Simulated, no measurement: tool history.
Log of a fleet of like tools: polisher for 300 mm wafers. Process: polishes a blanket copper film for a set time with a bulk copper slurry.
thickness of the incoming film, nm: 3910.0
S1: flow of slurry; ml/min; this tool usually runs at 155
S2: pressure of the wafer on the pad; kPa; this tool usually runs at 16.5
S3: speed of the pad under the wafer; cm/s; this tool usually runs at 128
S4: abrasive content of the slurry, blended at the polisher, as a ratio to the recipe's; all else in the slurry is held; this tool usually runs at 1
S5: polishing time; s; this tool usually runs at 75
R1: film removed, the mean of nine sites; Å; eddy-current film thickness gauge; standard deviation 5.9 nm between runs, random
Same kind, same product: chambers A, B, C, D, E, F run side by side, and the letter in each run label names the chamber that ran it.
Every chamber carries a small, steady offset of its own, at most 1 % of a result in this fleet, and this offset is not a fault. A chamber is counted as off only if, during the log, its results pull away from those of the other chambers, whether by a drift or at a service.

| run | hour | S1 | S2 | S3 | S4 | S5 | R1 |
|---|---|---|---|---|---|---|---|
| 1D | 7.2 | 155 | 16.5 | 128 | 1 | 75 | 7723.8 |
|  | 10.2 | chamber D: worn pad replaced by a new one |
| 2A | 17.6 | 155 | 16.5 | 128 | 1 | 75 | 7662.3 |
|  | 22.5 | chamber F: worn pad replaced by a new one |
| 3B | 27.4 | 155 | 16.5 | 128 | 1 | 75 | 7668.6 |
| 4E | 36.0 | 155 | 16.5 | 128 | 1 | 75 | 7644.6 |
|  | 37.8 | chamber D: slurry nozzle cleaned |
|  | 48.1 | chamber B: slurry blender recalibrated |
| 5F | 49.7 | 155 | 16.5 | 128 | 1 | 75 | 7719.0 |
| 6C | 61.3 | 155 | 16.5 | 128 | 1 | 75 | 7674.4 |
|  | 64.0 | chamber E: slurry blender recalibrated |
|  | 65.4 | chamber E: worn pad replaced by a new one |
|  | 66.0 | chamber F: slurry blender recalibrated |
| 7B | 75.4 | 205 | 12.4 | 128 | 1 | 75 | 6002.2 |
|  | 76.1 | chamber B: worn pad replaced by a new one |
|  | 82.8 | chamber A: worn pad replaced by a new one |
| 8A | 89.8 | 205 | 12.4 | 128 | 1 | 75 | 6063.5 |
|  | 96.9 | chamber F: worn pad replaced by a new one |
|  | 97.1 | chamber D: worn pad replaced by a new one |
| 9D | 97.1 | 205 | 12.4 | 128 | 1 | 75 | 6090.1 |
|  | 99.3 | chamber C: worn pad replaced by a new one |
| 10E | 111.9 | 205 | 12.4 | 128 | 1 | 75 | 5888.3 |
| 11C | 121.9 | 205 | 12.4 | 128 | 1 | 75 | 5985.4 |
|  | 125.2 | chamber D: slurry blender recalibrated |
|  | 132.6 | chamber C: slurry nozzle cleaned |
| 12F | 132.8 | 205 | 12.4 | 128 | 1 | 75 | 5970.7 |
| 13F | 142.9 | 155 | 16.5 | 128 | 1 | 75 | 7760.2 |
|  | 144.9 | chamber E: worn pad replaced by a new one |
| 14E | 150.7 | 155 | 16.5 | 128 | 1 | 75 | 7746.5 |
| 15C | 160.6 | 155 | 16.5 | 128 | 1 | 75 | 7523.7 |
| 16B | 172.1 | 105 | 16.5 | 128 | 1 | 75 | 7105.1 |
|  | 173.2 | chamber A: worn pad replaced by a new one |
|  | 177.0 | chamber D: worn pad replaced by a new one |
|  | 182.6 | chamber F: worn pad replaced by a new one |
| 17A | 185.6 | 105 | 16.5 | 128 | 1 | 75 | 7235.4 |
| 18D | 200.7 | 105 | 16.5 | 128 | 1 | 75 | 7226.2 |
|  | 206.2 | chamber C: worn pad replaced by a new one |
|  | 209.4 | chamber B: worn pad replaced by a new one |
| 19A | 214.1 | 105 | 16.5 | 128 | 1 | 75 | 7077.1 |
| 20B | 223.0 | 105 | 16.5 | 128 | 1 | 75 | 7170.5 |
|  | 226.5 | chamber B: head pressure recalibrated |
|  | 231.5 | chamber C: slurry blender recalibrated |
| 21E | 231.6 | 105 | 16.5 | 128 | 1 | 75 | 6991.7 |
|  | 233.1 | chamber E: slurry nozzle cleaned |
| 22C | 242.9 | 155 | 16.5 | 128 | 1 | 75 | 7700.7 |
|  | 243.0 | chamber E: worn pad replaced by a new one |
|  | 250.3 | chamber A: worn pad replaced by a new one |
|  | 253.9 | chamber D: worn pad replaced by a new one |
| 23F | 254.0 | 155 | 16.5 | 128 | 1 | 75 | 7621.9 |
| 24D | 265.2 | 155 | 22.1 | 128 | 1 | 85 | 11800.0 |
|  | 268.0 | chamber E: slurry blender recalibrated |
|  | 276.1 | chamber F: worn pad replaced by a new one |
| 25F | 279.7 | 155 | 22.1 | 128 | 1 | 85 | 11666.0 |
| 26A | 286.7 | 155 | 22.1 | 128 | 1 | 85 | 11508.0 |
| 27C | 296.6 | 155 | 22.1 | 128 | 1 | 85 | 11585.0 |
|  | 300.9 | chamber A: slurry nozzle cleaned |
| 28D | 306.3 | 155 | 22.1 | 128 | 1 | 85 | 11707.0 |
|  | 307.3 | chamber C: worn pad replaced by a new one |
| 29E | 321.9 | 155 | 22.1 | 128 | 1 | 85 | 11685.0 |
|  | 324.7 | chamber B: worn pad replaced by a new one |
|  | 326.9 | chamber C: slurry nozzle cleaned |
|  | 327.8 | chamber E: worn pad replaced by a new one |
|  | 330.0 | chamber B: slurry blender recalibrated |
| 30B | 335.5 | 155 | 16.5 | 128 | 1 | 75 | 8290.3 |
|  | 342.8 | chamber D: worn pad replaced by a new one |
|  | 343.8 | chamber A: worn pad replaced by a new one |
|  | 347.9 | chamber A: slurry blender recalibrated |
| 31D | 349.2 | 155 | 16.5 | 128 | 1 | 75 | 7843.2 |
|  | 356.1 | chamber F: worn pad replaced by a new one |
| 32B | 361.9 | 155 | 16.5 | 128 | 1 | 75 | 8367.2 |
|  | 363.0 | chamber F: slurry blender recalibrated |
| 33A | 370.0 | 155 | 16.5 | 128 | 1 | 75 | 7717.0 |
| 34E | 380.2 | 155 | 16.5 | 128 | 1 | 75 | 7645.2 |
| 35F | 390.1 | 180 | 16.5 | 128 | 1 | 75 | 7836.5 |
| 36C | 398.1 | 180 | 16.5 | 128 | 1 | 75 | 7876.8 |
| 37F | 408.6 | 180 | 16.5 | 128 | 1 | 75 | 7905.4 |

Is one chamber off against the others, does the gauge drift, or is nothing wrong? If a chamber is off, say which, and what the likeliest cause is.

After it was serviced, chamber B no longer matches the other chambers.
Most likely cause: head's pressure above its setpoint, % = 8.34.

Which of the 4 candidates below, each the usual settings with something changed and its results left as question marks, puts chamber B back in line with what the other chambers give on the usual settings?
Allowed miss from the other chambers' usual-settings mean, per result, to count as in line: R1 200.0 Å
| 38B-1 | 419.8 | 155 | 15.9 | 124 | 1 | 75 | ? |
| 38B-2 | 419.8 | 155 | 16.5 | 130 | 1 | 76 | ? |
| 38B-3 | 419.8 | 130 | 16.5 | 128 | 1 | 75 | ? |
| 38B-4 | 419.8 | 155 | 16.5 | 138 | 1 | 75 | ? |

Usual-settings mean across the other chambers: R1 7675.4 Å
| run | R1 |
|---|---|
| 38B-1 | 7729.3 |
| 38B-2 | 8574.1 |
| 38B-3 | 8072.1 |
| 38B-4 | 8982.9 |
38B-1 brings the chamber back in line.

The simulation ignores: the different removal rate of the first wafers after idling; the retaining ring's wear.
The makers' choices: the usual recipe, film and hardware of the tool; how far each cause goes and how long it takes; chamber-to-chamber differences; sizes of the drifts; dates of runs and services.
